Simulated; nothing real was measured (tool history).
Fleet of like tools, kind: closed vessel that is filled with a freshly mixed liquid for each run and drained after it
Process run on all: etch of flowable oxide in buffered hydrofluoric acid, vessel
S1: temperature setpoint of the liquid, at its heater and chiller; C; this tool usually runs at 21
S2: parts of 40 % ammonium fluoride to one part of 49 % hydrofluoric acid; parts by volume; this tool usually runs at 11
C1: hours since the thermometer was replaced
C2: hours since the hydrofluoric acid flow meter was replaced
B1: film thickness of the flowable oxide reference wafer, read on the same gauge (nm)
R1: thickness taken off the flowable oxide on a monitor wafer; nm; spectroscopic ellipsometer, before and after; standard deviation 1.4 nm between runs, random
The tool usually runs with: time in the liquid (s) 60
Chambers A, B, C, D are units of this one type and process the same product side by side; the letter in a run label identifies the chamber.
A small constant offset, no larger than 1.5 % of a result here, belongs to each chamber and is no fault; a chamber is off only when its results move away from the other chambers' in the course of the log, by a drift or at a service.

{"run": "1A", "hour": 7.2, "S1": 21, "S2": 11, "time in the liquid (s)": 60, "C1": 308.9, "C2": 77.1, "B1": 99.989, "R1": 157.31}
{"run": "2C", "hour": 14.4, "S1": 21, "S2": 11, "time in the liquid (s)": 60, "C1": 824.9, "C2": 89.8, "B1": 100.02, "R1": 152.51}
{"run": "3B", "hour": 26.8, "S1": 21, "S2": 11, "time in the liquid (s)": 60, "C1": 385.2, "C2": 130.9, "B1": 99.986, "R1": 157.55}
{"hour": 33.8, "done": "chamber D: hydrofluoric acid flow meter replaced"}
{"run": "4D", "hour": 38.8, "S1": 21, "S2": 11, "time in the liquid (s)": 60, "C1": 1491.5, "C2": 5.1, "B1": 100, "R1": 158.71}
{"run": "5C", "hour": 55.2, "S1": 21, "S2": 11, "time in the liquid (s)": 60, "C1": 865.7, "C2": 130.6, "B1": 99.982, "R1": 156.89}
{"run": "6A", "hour": 70.5, "S1": 17, "S2": 14.5, "time in the liquid (s)": 60, "C1": 372.2, "C2": 140.4, "B1": 100.01, "R1": 95.325}
{"run": "7B", "hour": 80.2, "S1": 17, "S2": 14.5, "time in the liquid (s)": 60, "C1": 438.6, "C2": 184.3, "B1": 100.01, "R1": 95.58}
{"run": "8D", "hour": 88.7, "S1": 17, "S2": 14.5, "time in the liquid (s)": 60, "C1": 1541.4, "C2": 55, "B1": 99.982, "R1": 93.743}
{"run": "9B", "hour": 100.1, "S1": 17, "S2": 14.5, "time in the liquid (s)": 60, "C1": 458.5, "C2": 204.2, "B1": 99.994, "R1": 95.807}
{"run": "10A", "hour": 112.4, "S1": 21, "S2": 11, "time in the liquid (s)": 60, "C1": 414.1, "C2": 182.3, "B1": 100, "R1": 158.54}
{"run": "11D", "hour": 126.1, "S1": 21, "S2": 12.5, "time in the liquid (s)": 60, "C1": 1578.8, "C2": 92.4, "B1": 100.03, "R1": 137.75}
{"run": "12C", "hour": 137.4, "S1": 21, "S2": 12.5, "time in the liquid (s)": 60, "C1": 947.9, "C2": 212.8, "B1": 99.989, "R1": 138.95}
{"run": "13C", "hour": 144.8, "S1": 21, "S2": 12.5, "time in the liquid (s)": 60, "C1": 955.3, "C2": 220.2, "B1": 99.993, "R1": 139.65}
{"run": "14D", "hour": 160.4, "S1": 21, "S2": 12.5, "time in the liquid (s)": 60, "C1": 1613.1, "C2": 126.7, "B1": 99.962, "R1": 136.35}
{"run": "15A", "hour": 172.3, "S1": 21, "S2": 15, "time in the liquid (s)": 80, "C1": 474, "C2": 242.2, "B1": 99.999, "R1": 155.83}
{"run": "16B", "hour": 186.3, "S1": 21, "S2": 15, "time in the liquid (s)": 80, "C1": 544.7, "C2": 290.4, "B1": 100.04, "R1": 156.4}
{"run": "17D", "hour": 195.9, "S1": 21, "S2": 15, "time in the liquid (s)": 80, "C1": 1648.6, "C2": 162.2, "B1": 100.03, "R1": 153.73}
{"run": "18B", "hour": 209.1, "S1": 21, "S2": 15, "time in the liquid (s)": 80, "C1": 567.5, "C2": 313.2, "B1": 100.01, "R1": 157.92}
{"run": "19C", "hour": 222.8, "S1": 21, "S2": 11, "time in the liquid (s)": 60, "C1": 1033.3, "C2": 298.2, "B1": 99.982, "R1": 156.13}
{"run": "20A", "hour": 237.7, "S1": 21, "S2": 11, "time in the liquid (s)": 60, "C1": 539.4, "C2": 307.6, "B1": 100.03, "R1": 163.96}
{"run": "21B", "hour": 247.7, "S1": 21, "S2": 11, "time in the liquid (s)": 75, "C1": 606.1, "C2": 351.8, "B1": 99.971, "R1": 194.89}
{"run": "22C", "hour": 261.1, "S1": 21, "S2": 11, "time in the liquid (s)": 75, "C1": 1071.6, "C2": 336.5, "B1": 99.998, "R1": 196.01}
{"run": "23A", "hour": 271.8, "S1": 21, "S2": 11, "time in the liquid (s)": 75, "C1": 573.5, "C2": 341.7, "B1": 100.03, "R1": 207.02}
{"run": "24D", "hour": 283.7, "S1": 21, "S2": 11, "time in the liquid (s)": 75, "C1": 1736.4, "C2": 250, "B1": 99.99, "R1": 196.43}
{"run": "25B", "hour": 296.2, "S1": 21, "S2": 11, "time in the liquid (s)": 60, "C1": 654.6, "C2": 400.3, "B1": 99.979, "R1": 161.06}
{"run": "26A", "hour": 312.8, "S1": 21, "S2": 11, "time in the liquid (s)": 80, "C1": 614.5, "C2": 382.7, "B1": 99.938, "R1": 225.4}
{"run": "27D", "hour": 325.6, "S1": 21, "S2": 11, "time in the liquid (s)": 80, "C1": 1778.3, "C2": 291.9, "B1": 99.968, "R1": 208.8}
{"run": "28C", "hour": 337.6, "S1": 21, "S2": 11, "time in the liquid (s)": 80, "C1": 1148.1, "C2": 413, "B1": 100.03, "R1": 207.44}
{"run": "29A", "hour": 346.6, "S1": 21, "S2": 11, "time in the liquid (s)": 80, "C1": 648.3, "C2": 416.5, "B1": 99.987, "R1": 227.19}
{"run": "30D", "hour": 355.1, "S1": 21, "S2": 11, "time in the liquid (s)": 60, "C1": 1807.8, "C2": 321.4, "B1": 99.959, "R1": 156.25}
{"run": "31C", "hour": 363.4, "S1": 21, "S2": 11, "time in the liquid (s)": 60, "C1": 1173.9, "C2": 438.8, "B1": 99.98, "R1": 156.65}

Decide between three cases: one chamber stands off from its peers, the gauge reading all wafers drifts, or nothing is wrong past each chamber's small offset. Where a chamber is off, say which and what most likely put it there.

Chamber A drifts away from the others.
Likeliest cause: liquid hotter than its thermometer reads (K) = 1.59.
With only this log, it may be confused with: hydrofluoric acid flow above the setpoint (%).

Below are 4 candidate recipes for chamber A's next run, each the usual settings with a change, their results shown as question marks. Which of them brings A's results back in line with what the other chambers give on the usual settings?
In-line tolerance around the mean of the other chambers on the usual settings: R1 4.7 nm
{"run": "32A-1", "hour": 375.2, "S1": 21, "S2": 11, "time in the liquid (s)": 65, "R1": "?"}
{"run": "32A-2", "hour": 375.2, "S1": 20, "S2": 12.5, "time in the liquid (s)": 60, "R1": "?"}
{"run": "32A-3", "hour": 375.2, "S1": 19.5, "S2": 11, "time in the liquid (s)": 60, "R1": "?"}
{"run": "32A-4", "hour": 375.2, "S1": 22, "S2": 9.5, "time in the liquid (s)": 60, "R1": "?"}

Usual-settings mean across the other chambers: R1 157.16 nm
run=32A-1 R1=186.04
run=32A-2 R1=143.08
run=32A-3 R1=157.97
run=32A-4 R1=205.91
With 32A-3, the chamber falls back in line with the rest.
